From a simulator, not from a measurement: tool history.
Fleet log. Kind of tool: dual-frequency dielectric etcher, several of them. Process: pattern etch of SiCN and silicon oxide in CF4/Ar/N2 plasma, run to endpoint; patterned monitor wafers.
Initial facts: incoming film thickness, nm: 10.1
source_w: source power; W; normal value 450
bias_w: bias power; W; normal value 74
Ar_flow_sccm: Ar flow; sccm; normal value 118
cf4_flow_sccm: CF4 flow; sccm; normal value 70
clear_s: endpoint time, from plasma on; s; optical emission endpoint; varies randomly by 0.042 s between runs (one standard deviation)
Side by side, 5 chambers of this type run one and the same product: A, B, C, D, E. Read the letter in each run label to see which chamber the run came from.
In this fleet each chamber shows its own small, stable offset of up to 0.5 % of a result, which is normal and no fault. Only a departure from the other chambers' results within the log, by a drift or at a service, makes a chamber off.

run   hour  source_w  bias_w  Ar_flow_sccm  cf4_flow_sccm  clear_s
 1C    6.7       450      74           118             70  11.9390
 2E   10.7       450      74           118             70  11.8410
 3D   15.3       450      74           118             70  11.8910
 4B   19.5       450      74           118             70  11.9740
 5A   25.1       450      74           118             70  11.8840
 6C   29.7       450      74           118             70  11.9370
 7B   35.4       450      74           118             70  11.9600
 8E   39.1       450      74            97             63  11.6380
 9D   44.1       450      74            97             63  11.7120
10A   51.7       450      74            97             63  11.6560
11E   56.7       450      74            97             63  11.6890
12B   63.7       450      74            97             63  11.7790
13C   68.6       490      85           118             70  10.5850
      68.9  -- chamber B: Ar flow controller replaced
14A   76.5       490      85           118             70  10.4840
15D   84.6       490      85           118             70  10.4480
16A   91.6       490      85           118             70  10.5480
17C   96.6       490      85           118             70  10.5470
18B  102.0       450      74           118             70  11.8660
19D  106.1       450      74           118             70  11.9200
20E  110.9       450      74           118             70  11.8820
     114.0  -- chamber D: wet clean of the chamber
21A  114.6       450      74           118             70  11.8930
22C  119.8       450      74           118             70  11.9860
23E  123.7       450      74           118             70  11.8850
24D  127.3       450      74           118             70  11.5560
25B  135.0       450      74           118             70  11.8950
26A  140.5       450      74           118             70  11.8420
27E  147.3       450      74           118             70  11.8310
28D  153.2       450      74           118             70  11.4680
29B  157.0       540      74           118             75  10.0410
30C  162.1       540      74           118             75  10.0640
31C  167.1       540      74           118             75  10.0290
32B  171.3       540      74           118             75  10.0070
33D  176.0       540      74           118             75   9.6728
34E  182.9       450      74           118             70  11.8340
35A  186.5       450      74           118             70  11.9050
36B  193.3       450      74           118             70  11.8630
37D  200.1       450      74           118             70  11.5720
38A  206.1       450      74           118             70  11.8520
39E  210.3       450      74           118             70  11.8880
     210.7  -- chamber E: wet clean of the chamber
     211.5  -- chamber C: wet clean of the chamber
40C  215.1       450      74           118             70  11.9910
41E  223.3       450      74           118             70  11.8850
42D  227.2       450      74           118             70  11.5220

Next, all 5 chambers run the settings below, one line each with question marks for the results. What does each chamber give?
43A  233.0       360      74           118             70        ?
43B  233.0       360      74           118             70        ?
43C  233.0       360      74           118             70        ?
43D  233.0       360      74           118             70        ?
43E  233.0       360      74           118             70        ?

run  clear_s
43A  14.3610
43B  14.4050
43C  14.5700
43D  14.0500
43E  14.3830

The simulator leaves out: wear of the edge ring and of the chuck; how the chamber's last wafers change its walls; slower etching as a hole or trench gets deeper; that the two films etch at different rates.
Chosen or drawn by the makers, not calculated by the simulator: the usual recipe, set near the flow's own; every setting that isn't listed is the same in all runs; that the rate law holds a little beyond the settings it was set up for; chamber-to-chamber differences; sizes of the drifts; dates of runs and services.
